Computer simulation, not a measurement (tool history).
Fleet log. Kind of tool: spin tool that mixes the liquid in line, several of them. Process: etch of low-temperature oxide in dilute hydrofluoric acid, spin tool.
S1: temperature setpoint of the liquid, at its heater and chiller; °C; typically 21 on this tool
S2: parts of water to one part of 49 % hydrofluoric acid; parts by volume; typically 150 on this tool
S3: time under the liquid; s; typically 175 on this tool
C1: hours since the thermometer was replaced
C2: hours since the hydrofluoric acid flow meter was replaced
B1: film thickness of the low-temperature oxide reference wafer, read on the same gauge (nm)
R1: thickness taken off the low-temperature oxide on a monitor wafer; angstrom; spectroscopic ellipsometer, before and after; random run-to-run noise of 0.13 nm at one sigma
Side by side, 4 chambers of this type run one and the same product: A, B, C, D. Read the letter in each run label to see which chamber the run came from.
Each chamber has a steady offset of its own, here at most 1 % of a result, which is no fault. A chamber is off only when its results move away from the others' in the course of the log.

run     day  S1   S2   S3      C1     C2      B1      R1
 1B   0.304  21  150  175   503.3  642.7  50.004  247.24
 2C   0.658  21  150  175     734   88.5  50.005  247.88
 3D   0.967  21  150  175  1344.3  472.1  49.972   249.7
 4A     1.3  21  150  175   579.1  450.9  49.988  248.91
      1.596  -- chamber D: thermometer replaced
 5B   1.692  21  150  175   536.6    676  49.999  247.68
 6A   2.021  21  150  175   596.4  468.2  49.976  249.85
 7C   2.304  21  150  175   773.5    128   50.01  248.36
 8D   2.671  21  150  175    25.8    513  50.027  251.87
 9B    3.05  21  150  175   569.2  708.6  49.992  245.68
10D   3.242  21  150  175    39.5  526.7  49.947  249.77
11A   3.575  21  150  175   633.7  505.5  50.018  247.34
12C   3.808  21  150  175   809.6  164.1  50.014  248.14
      4.008  -- chamber B: thermometer replaced
13D   4.138  21  150  175      61  548.2   49.97  250.63
14A   4.396  21  150  175   653.4  525.2  50.018  248.95
15B   4.729  21  150  175    17.4  748.9  50.011  247.32
16C   5.125  21  150  175   841.2  195.7  50.006  247.35
17B   5.488  21  150  175    35.6  767.1  49.971  244.97
18A   5.729  21  150  175   685.4  557.2  49.965  249.46
19D   6.079  21  150  175   107.6  594.8  50.026   252.6
20C   6.375  21  150  175   871.2  225.7  50.019  250.29
21B   6.554  21  150  175    61.2  792.7  49.985   243.7
22A    6.85  21  150  175   712.3  584.1  50.004  250.46
23D   7.242  21  150  175   135.5  622.7  50.034  251.41
24C   7.479  21  150  175   897.7  252.2  49.951  247.63
25B   7.717  21  150  175    89.1  820.6  49.963  241.89
26D   8.108  24  150  175   156.3  643.5      50   279.1
27C   8.433  24  150  175   920.6  275.1  50.003  280.71
28A   8.838  24  150  175     760  631.8  50.002  282.42
29C   9.108  24  150  175   936.8  291.3  49.991  278.65
30B   9.283  21  150  175   126.7  858.2  49.991   242.2
31D   9.579  21  150  260   191.6  678.8  50.018  370.98
32A   9.983  21  150  260   787.5  659.3  49.977  367.46
33B  10.162  21  150  260   147.8  879.3  49.991  356.06
34C  10.408  21  150  260     968  322.5   50.01  368.15
35D   10.65  21  150  175   217.3  704.5  49.981  249.66
36A  11.029  21  150  175   812.6  684.4  49.984  247.92
37C  11.225  21  150  175   987.6  342.1  50.017  249.56
38A  11.604  19  180  175   826.4  698.2  49.991  185.48

What goes on in this fleet: one chamber off, a drifting gauge, or nothing beyond the chambers' own small offsets? Name the chamber and the cause, if any.

Little by little, chamber B moves away from the other chambers.
Cause: hydrofluoric acid flow below the setpoint (%) = 3.18.

Which of the 4 candidates below, each the usual settings with something changed and its results left as question marks, puts chamber B back in line with what the other chambers give on the usual settings?
A result is in line if it is within this distance of the other chambers' mean on the usual settings: R1 4.6 angstrom
39B-1  11.896  19  150  175               ?
39B-2  11.896  21  145  175               ?
39B-3  11.896  21  155  175               ?
39B-4  11.896  21  140  175               ?

Usual-settings mean across the other chambers: R1 249.52 angstrom
  run      R1
39B-1  220.83
39B-2   248.6
39B-3  229.98
39B-4  258.94
The right change is 39B-2: it brings the chamber back within the allowed miss of the others.
